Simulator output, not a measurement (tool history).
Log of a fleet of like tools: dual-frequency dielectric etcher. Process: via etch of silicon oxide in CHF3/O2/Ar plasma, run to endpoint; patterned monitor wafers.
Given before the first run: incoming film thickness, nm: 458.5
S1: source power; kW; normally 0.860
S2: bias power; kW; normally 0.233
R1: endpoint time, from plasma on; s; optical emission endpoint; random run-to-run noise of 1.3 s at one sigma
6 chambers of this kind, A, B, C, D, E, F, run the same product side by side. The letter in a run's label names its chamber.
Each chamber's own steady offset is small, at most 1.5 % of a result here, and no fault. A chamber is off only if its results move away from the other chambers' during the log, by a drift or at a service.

run	hour	S1	S2	R1
1C	7.1	0.860	0.233	187.65
2D	13.3	0.860	0.233	188.46
3B	24.8	0.860	0.233	184.57
4A	34.2	0.860	0.233	184.50
5F	43.3	0.860	0.233	185.96
6E	52.1	0.860	0.233	185.53
7D	61.5	0.860	0.233	187.27
8F	68.6	0.860	0.181	202.16
9B	76.6	0.860	0.181	206.64
10E	88.0	0.860	0.181	202.99
11C	98.3	0.860	0.181	201.43
12A	106.0	0.860	0.181	200.90
13B	116.4	0.860	0.181	200.05
# hour 123.5: chamber A: wet clean of the chamber
14A	126.2	0.860	0.233	187.36
15F	132.1	0.860	0.233	186.67
16E	142.5	0.860	0.233	186.54
# hour 147.3: chamber D: wet clean of the chamber
17D	151.7	0.860	0.233	187.66
18C	158.3	0.860	0.233	186.67
19C	164.4	0.860	0.278	177.52
20E	172.7	0.860	0.278	174.26
21A	181.5	0.860	0.278	174.98
22B	187.6	0.860	0.278	173.28
23F	196.1	0.860	0.278	173.22
24D	201.8	0.860	0.278	174.28
# hour 206.1: chamber F: wet clean of the chamber
# hour 206.2: chamber C: wet clean of the chamber
25D	212.7	0.860	0.233	186.43
26E	220.3	0.860	0.233	185.63
27A	232.2	0.860	0.233	184.93
28C	243.7	0.860	0.233	185.88
29F	249.1	0.860	0.233	186.60
30B	258.0	0.860	0.233	187.49
31B	263.3	0.860	0.233	185.26
# hour 271.0: chamber D: bias power generator calibrated
32E	273.1	0.860	0.233	186.57
33A	282.5	0.860	0.233	185.93
34C	293.5	0.650	0.203	217.65
35D	298.9	0.650	0.203	217.56
36F	304.6	0.650	0.203	214.74
37E	310.1	0.650	0.203	219.64

Decide between three cases: one chamber stands off from its peers, the gauge reading all wafers drifts, or nothing is wrong past each chamber's small offset. Where a chamber is off, say which and what most likely put it there.

No chamber stands off beyond its own small offset, and the gauge holds steady.
